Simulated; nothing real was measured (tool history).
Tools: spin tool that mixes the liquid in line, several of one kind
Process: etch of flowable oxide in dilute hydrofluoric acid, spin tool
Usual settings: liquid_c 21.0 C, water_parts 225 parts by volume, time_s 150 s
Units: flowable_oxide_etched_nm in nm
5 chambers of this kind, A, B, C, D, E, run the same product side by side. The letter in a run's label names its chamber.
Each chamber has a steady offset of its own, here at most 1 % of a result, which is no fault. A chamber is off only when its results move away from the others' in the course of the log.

run   hour  liquid_c  water_parts  time_s  hours since the thermometer was replaced  hours since the hydrofluoric acid flow meter was replaced  read-back film thickness of the flowable oxide reference wafer, read on the same gauge (nm)  flowable_oxide_etched_nm
 1D    5.8      21.0          225     150                                     592.1                                                      533.7                                                                                       59.992                    29.188
 2E   10.9      21.0          225     150                                     559.7                                                      440.9                                                                                       59.980                    29.255
 3B   14.4      21.0          225     150                                    1027.8                                                     1254.2                                                                                       60.043                    29.438
 4C   20.0      21.0          225     150                                    1089.2                                                     1837.2                                                                                       60.026                    29.087
 5A   25.5      21.0          225     150                                      59.8                                                     1360.3                                                                                       59.993                    29.153
      28.7  -- chamber C: thermometer replaced
 6E   30.5      21.0          225     150                                     579.3                                                      460.5                                                                                       59.983                    29.156
 7A   34.7      24.5          135     150                                      69.0                                                     1369.5                                                                                       59.992                    62.036
 8D   39.9      24.5          135     150                                     626.2                                                      567.8                                                                                       59.977                    61.508
 9C   45.1      24.5          135     150                                      16.5                                                     1862.3                                                                                       60.018                    61.302
10B   48.9      24.5          135     150                                    1062.3                                                     1288.7                                                                                       60.026                    61.350
11D   52.0      24.5          135     150                                     638.3                                                      579.9                                                                                       59.989                    60.645
12E   54.9      21.0          225     150                                     603.7                                                      484.9                                                                                       60.065                    29.247
13A   59.7      21.0          225     150                                      94.0                                                     1394.5                                                                                       60.019                    29.264
14B   65.5      21.0          225     150                                    1078.9                                                     1305.3                                                                                       59.983                    29.293
15C   70.9      21.0          225     150                                      42.3                                                     1888.1                                                                                       60.002                    28.744
16D   76.8      21.0          225     150                                     663.1                                                      604.7                                                                                       59.997                    28.827
17B   79.6      21.0          125     195                                    1093.0                                                     1319.4                                                                                       60.015                    75.939
18C   85.0      21.0          125     195                                      56.4                                                     1902.2                                                                                       60.028                    74.556
19E   87.6      21.0          125     195                                     636.4                                                      517.6                                                                                       60.002                    77.500
20A   90.8      21.0          125     195                                     125.1                                                     1425.6                                                                                       60.033                    75.868
21C   94.6      21.0          125     195                                      66.0                                                     1911.8                                                                                       60.077                    74.944
22B   97.3      21.0          225     150                                    1110.7                                                     1337.1                                                                                       60.083                    29.235
23A  101.9      21.0          225     150                                     136.2                                                     1436.7                                                                                       59.997                    29.275
24D  105.8      21.0          225     150                                     692.1                                                      633.7                                                                                       59.981                    28.188
25E  110.7      21.0          225     150                                     659.5                                                      540.7                                                                                       59.990                    29.384
26E  115.6      21.0          225     150                                     664.4                                                      545.6                                                                                       59.996                    29.309
27D  120.7      21.0          225     150                                     707.0                                                      648.6                                                                                       60.002                    27.918
28A  124.0      21.0          225     150                                     158.3                                                     1458.8                                                                                       60.038                    29.517
29B  129.8      21.0          225     150                                    1143.2                                                     1369.6                                                                                       59.983                    29.050
30C  133.5      21.0          225     150                                     104.9                                                     1950.7                                                                                       59.994                    29.355
31A  139.3      21.0          225     150                                     173.6                                                     1474.1                                                                                       60.011                    29.326
32E  144.7      21.0          225     150                                     693.5                                                      574.7                                                                                       60.008                    29.558
33C  147.8      21.0          225     150                                     119.2                                                     1965.0                                                                                       59.992                    29.102
34D  151.6      21.0          225     150                                     737.9                                                      679.5                                                                                       59.993                    27.463
35B  154.5      21.0          225     150                                    1167.9                                                     1394.3                                                                                       59.966                    28.834
36E  160.3      21.0          225     150                                     709.1                                                      590.3                                                                                       59.985                    29.175
37D  164.3      21.0          225     150                                     750.6                                                      692.2                                                                                       59.981                    27.199
38A  167.7      21.0          225     150                                     202.0                                                     1502.5                                                                                       60.016                    29.528

Is one chamber off against the others, does the gauge drift, or is nothing wrong? If a chamber is off, say which, and what the likeliest cause is.

Chamber D drifts away from the others.
Cause: liquid colder than its thermometer reads (K) = 1.81.
The log may not tell that from: hydrofluoric acid flow below the setpoint (%).

Here are 4 candidates for chamber D's next run, each the usual settings with a change, their results left as question marks. Which one brings its results back in line with what the others give on the usual settings?
In line means no further than this from the other chambers' mean on the usual settings: flowable_oxide_etched_nm 0.630 nm
39D-1  172.1      21.0          230     145                                                                                                                                                                                                                           ?
39D-2  172.1      18.0          225     150                                                                                                                                                                                                                           ?
39D-3  172.1      21.0          225     160                                                                                                                                                                                                                           ?
39D-4  172.1      21.0          215     160                                                                                                                                                                                                                           ?

The other chambers' mean on the usual settings: flowable_oxide_etched_nm 29.253 nm
  run  flowable_oxide_etched_nm
39D-1                    25.768
39D-2                    24.345
39D-3                    29.208
39D-4                    30.872
39D-3 brings the chamber back in line.
